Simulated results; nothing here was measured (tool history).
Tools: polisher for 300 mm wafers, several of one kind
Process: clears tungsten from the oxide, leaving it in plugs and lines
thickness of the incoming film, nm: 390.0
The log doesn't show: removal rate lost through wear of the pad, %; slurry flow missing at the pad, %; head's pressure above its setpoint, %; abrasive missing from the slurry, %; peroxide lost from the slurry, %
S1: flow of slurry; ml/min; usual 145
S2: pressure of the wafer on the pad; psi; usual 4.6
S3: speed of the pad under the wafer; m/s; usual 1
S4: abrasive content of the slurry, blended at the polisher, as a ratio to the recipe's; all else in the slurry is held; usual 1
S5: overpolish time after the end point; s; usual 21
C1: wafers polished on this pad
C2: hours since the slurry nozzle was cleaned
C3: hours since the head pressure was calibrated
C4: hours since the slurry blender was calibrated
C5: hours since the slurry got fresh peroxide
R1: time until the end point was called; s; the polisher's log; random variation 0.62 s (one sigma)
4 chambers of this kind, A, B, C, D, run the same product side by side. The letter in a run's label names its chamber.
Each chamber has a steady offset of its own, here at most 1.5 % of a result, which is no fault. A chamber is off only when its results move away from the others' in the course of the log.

| run | hour | S1 | S2 | S3 | S4 | S5 | C1 | C2 | C3 | C4 | C5 | R1 |
|---|---|---|---|---|---|---|---|---|---|---|---|---|
|  | 7.8 | chamber D: slurry tank refilled with fresh slurry and peroxide |
| 1C | 8.9 | 145 | 4.6 | 1 | 1 | 21 | 811 | 335.5 | 278.8 | 138.6 | 67.5 | 76.44 |
|  | 11.6 | chamber B: head pressure recalibrated |
| 2D | 14.9 | 145 | 4.6 | 1 | 1 | 21 | 589 | 158.9 | 577.8 | 225.9 | 7.1 | 74.55 |
|  | 19 | chamber C: slurry blender recalibrated |
|  | 20.1 | chamber A: slurry blender recalibrated |
|  | 20.2 | chamber B: worn pad replaced by a new one |
|  | 22.7 | chamber C: slurry tank refilled with fresh slurry and peroxide |
| 3A | 23.2 | 145 | 4.6 | 1 | 1 | 21 | 533 | 168 | 434.7 | 3.1 | 27.3 | 75.972 |
| 4B | 30.2 | 145 | 4.6 | 1 | 1 | 21 | 110 | 808.6 | 18.6 | 340 | 172.6 | 76.03 |
|  | 31.6 | chamber B: slurry tank refilled with fresh slurry and peroxide |
| 5D | 35.5 | 145 | 4.6 | 1 | 1 | 21 | 816 | 179.5 | 598.4 | 246.5 | 27.7 | 76.068 |
| 6A | 43.4 | 145 | 4.6 | 0.66 | 1 | 21 | 756 | 188.2 | 454.9 | 23.3 | 47.5 | 115.6 |
| 7C | 49.5 | 145 | 4.6 | 0.66 | 1 | 21 | 1260 | 376.1 | 319.4 | 30.5 | 26.8 | 116.06 |
|  | 49.9 | chamber B: slurry nozzle cleaned |
|  | 52.2 | chamber A: head pressure recalibrated |
| 8B | 57.5 | 145 | 4.6 | 0.66 | 1 | 21 | 411 | 7.6 | 45.9 | 367.3 | 26 | 114.29 |
| 9D | 65.3 | 145 | 4.6 | 0.66 | 1 | 21 | 1145 | 209.3 | 628.2 | 276.3 | 57.5 | 114.71 |
|  | 69.9 | chamber D: worn pad replaced by a new one |
| 10A | 71.1 | 145 | 4.6 | 1 | 1 | 21 | 1062 | 215.9 | 19 | 51 | 75.2 | 76.162 |
| 11C | 76.7 | 145 | 4.6 | 1 | 1 | 21 | 1560 | 403.3 | 346.6 | 57.7 | 54 | 76.857 |
|  | 79 | chamber D: slurry tank refilled with fresh slurry and peroxide |
| 12B | 84 | 145 | 4.6 | 1 | 1 | 21 | 704 | 34.1 | 72.4 | 393.8 | 52.5 | 74.616 |
| 13B | 88.3 | 145 | 4.6 | 1 | 1 | 21 | 751 | 38.4 | 76.7 | 398.1 | 56.8 | 75.481 |
|  | 88.5 | chamber B: worn pad replaced by a new one |
|  | 91.7 | chamber A: worn pad replaced by a new one |
|  | 95.6 | chamber B: slurry blender recalibrated |
| 14A | 97.2 | 145 | 4.6 | 1 | 1 | 21 | 61 | 242 | 45.1 | 77.1 | 101.3 | 75.456 |
|  | 99.4 | chamber D: slurry blender recalibrated |
| 15C | 101.7 | 145 | 4.6 | 1 | 1 | 21 | 1836 | 428.3 | 371.6 | 82.7 | 79 | 76.556 |
|  | 109 | chamber C: slurry tank refilled with fresh slurry and peroxide |
|  | 109.1 | chamber A: slurry tank refilled with fresh slurry and peroxide |
| 16D | 110.1 | 145 | 4.6 | 1 | 1 | 21 | 444 | 254.1 | 673 | 10.8 | 31.1 | 74.345 |
| 17B | 119.1 | 145 | 4.6 | 1 | 1 | 21 | 338 | 69.2 | 107.5 | 23.6 | 87.6 | 74.578 |
| 18C | 123.7 | 145 | 3.7 | 1 | 1 | 17 | 2078 | 450.3 | 393.6 | 104.7 | 14.7 | 96.065 |
| 19A | 130.6 | 145 | 3.7 | 1 | 1 | 17 | 430 | 275.4 | 78.5 | 110.5 | 21.6 | 93.835 |
| 20D | 135.2 | 145 | 3.7 | 1 | 1 | 17 | 721 | 279.2 | 698.1 | 35.9 | 56.2 | 94.45 |
| 21D | 143.6 | 145 | 3.7 | 1 | 1 | 17 | 814 | 287.6 | 706.5 | 44.3 | 64.6 | 94.477 |
|  | 146.4 | chamber D: slurry tank refilled with fresh slurry and peroxide |
| 22B | 150.4 | 145 | 4.6 | 1 | 1 | 21 | 684 | 100.5 | 138.8 | 54.9 | 118.9 | 74.95 |
| 23A | 156.7 | 145 | 4.6 | 1 | 1 | 21 | 718 | 301.5 | 104.6 | 136.6 | 47.7 | 75.523 |
| 24C | 164.3 | 145 | 4.6 | 1 | 1 | 21 | 2526 | 490.9 | 434.2 | 145.3 | 55.3 | 79.314 |
|  | 170.1 | chamber B: worn pad replaced by a new one |
| 25B | 170.5 | 145 | 4.6 | 1 | 1 | 21 | 4 | 120.6 | 158.9 | 75 | 139 | 75.377 |
| 26A | 177.9 | 145 | 4.6 | 1 | 1 | 21 | 952 | 322.7 | 125.8 | 157.8 | 68.9 | 76.364 |
|  | 181.1 | chamber D: worn pad replaced by a new one |
|  | 186.1 | chamber C: slurry nozzle cleaned |
| 27D | 186.3 | 145 | 4.6 | 1 | 1 | 21 | 57 | 330.3 | 749.2 | 87 | 39.9 | 73.617 |
|  | 187.6 | chamber C: slurry blender recalibrated |
| 28C | 192.3 | 145 | 4.6 | 1 | 1 | 21 | 2835 | 6.2 | 462.2 | 4.8 | 83.3 | 79.254 |
| 29B | 201.2 | 145 | 4.6 | 1 | 1 | 21 | 343 | 151.3 | 189.6 | 105.7 | 169.7 | 74.114 |
|  | 203.3 | chamber D: slurry tank refilled with fresh slurry and peroxide |
| 30A | 207.4 | 145 | 4.6 | 1 | 1 | 21 | 1277 | 352.2 | 155.3 | 187.3 | 98.4 | 76.849 |
|  | 212.3 | chamber C: slurry tank refilled with fresh slurry and peroxide |
| 31D | 213.4 | 145 | 4.6 | 1 | 0.85 | 21 | 356 | 357.4 | 776.3 | 114.1 | 10.1 | 77.908 |
|  | 214.9 | chamber C: head pressure recalibrated |
| 32C | 221.9 | 145 | 4.6 | 1 | 0.85 | 21 | 3162 | 35.8 | 7 | 34.4 | 9.7 | 83.315 |

All 4 chambers run these settings next. Forecast each chamber's results:
| 33A | 228.4 | 145 | 4.6 | 0.74 | 1 | 21 |  |  |  |  |  | ? |
| 33B | 228.4 | 145 | 4.6 | 0.74 | 1 | 21 |  |  |  |  |  | ? |
| 33C | 228.4 | 145 | 4.6 | 0.74 | 1 | 21 |  |  |  |  |  | ? |
| 33D | 228.4 | 145 | 4.6 | 0.74 | 1 | 21 |  |  |  |  |  | ? |

| run | R1 |
|---|---|
| 33A | 103.2 |
| 33B | 102.56 |
| 33C | 109.77 |
| 33D | 101.66 |
